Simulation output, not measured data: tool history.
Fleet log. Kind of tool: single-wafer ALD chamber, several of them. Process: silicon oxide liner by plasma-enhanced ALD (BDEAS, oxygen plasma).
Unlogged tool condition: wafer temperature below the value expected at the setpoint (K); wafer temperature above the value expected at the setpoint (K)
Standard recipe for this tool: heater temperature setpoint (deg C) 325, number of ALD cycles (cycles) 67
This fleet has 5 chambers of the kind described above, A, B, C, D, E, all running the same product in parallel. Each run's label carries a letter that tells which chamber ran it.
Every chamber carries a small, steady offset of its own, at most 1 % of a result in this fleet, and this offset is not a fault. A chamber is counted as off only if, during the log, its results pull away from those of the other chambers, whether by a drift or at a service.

run,hour,heater temperature setpoint (deg C),number of ALD cycles (cycles),hours since the last thermocouple change,"read-back reference wafer on the same gauge, thickness_nm",mean film thickness on the monitor wafer (Å)
1D,3.8,325,67,1376.1,5.2496,59.536
2A,8.3,325,67,1199.2,5.2477,60.455
3C,10.9,325,67,103.5,5.2484,59.893
4E,15.0,325,67,1884.2,5.2516,59.950
5B,19.1,325,67,1536.5,5.2523,59.906
6E,21.8,325,67,1891.0,5.2503,59.944
7A,24.9,325,67,1215.8,5.2489,60.064
8D,28.3,325,67,1400.6,5.2502,59.539
9B,33.0,325,67,1550.4,5.2493,59.824
10C,35.6,325,67,128.2,5.2539,59.768
11D,38.1,334,54,1410.4,5.2528,47.249
12B,43.8,334,54,1561.2,5.2489,47.579
13E,48.4,334,54,1917.6,5.2498,47.827
14C,51.9,334,54,144.5,5.2517,47.562
15A,57.1,334,54,1248.0,5.2520,48.031
16D,60.0,325,67,1432.3,5.2468,59.262
17E,62.8,325,67,1932.0,5.2514,59.761
18B,68.6,325,67,1586.0,5.2513,59.371
19A,72.9,325,67,1263.8,5.2490,60.614
20C,76.3,325,67,168.9,5.2513,59.735
21C,80.5,325,67,173.1,5.2539,59.932
22A,84.5,333,76,1275.4,5.2540,67.377
23B,88.7,333,76,1606.1,5.2523,66.988
24D,94.2,333,76,1466.5,5.2525,66.645
25E,98.2,333,76,1967.4,5.2539,67.406
26A,102.6,333,76,1293.5,5.2504,67.900
27E,108.1,325,67,1977.3,5.2488,60.182
28B,110.8,311,67,1628.2,5.2484,60.770
29D,115.2,311,67,1487.5,5.2496,60.611
30C,120.8,311,67,213.4,5.2502,61.082
31D,124.6,311,67,1496.9,5.2454,60.819
32A,130.2,311,67,1321.1,5.2491,62.121
33E,135.7,325,67,2004.9,5.2492,59.846
34C,139.1,325,67,231.7,5.2489,59.689
35B,143.2,325,67,1660.6,5.2487,59.564
36E,145.9,325,67,2015.1,5.2478,60.233
37A,150.9,325,67,1341.8,5.2517,60.774
38B,153.6,325,67,1671.0,5.2492,59.604
39C,157.6,325,67,250.2,5.2475,59.422

Is one chamber off against the others, does the gauge drift, or is nothing wrong? If a chamber is off, say which, and what the likeliest cause is.

All chambers stay in line apart from their small fixed offsets, and the gauge does not drift.

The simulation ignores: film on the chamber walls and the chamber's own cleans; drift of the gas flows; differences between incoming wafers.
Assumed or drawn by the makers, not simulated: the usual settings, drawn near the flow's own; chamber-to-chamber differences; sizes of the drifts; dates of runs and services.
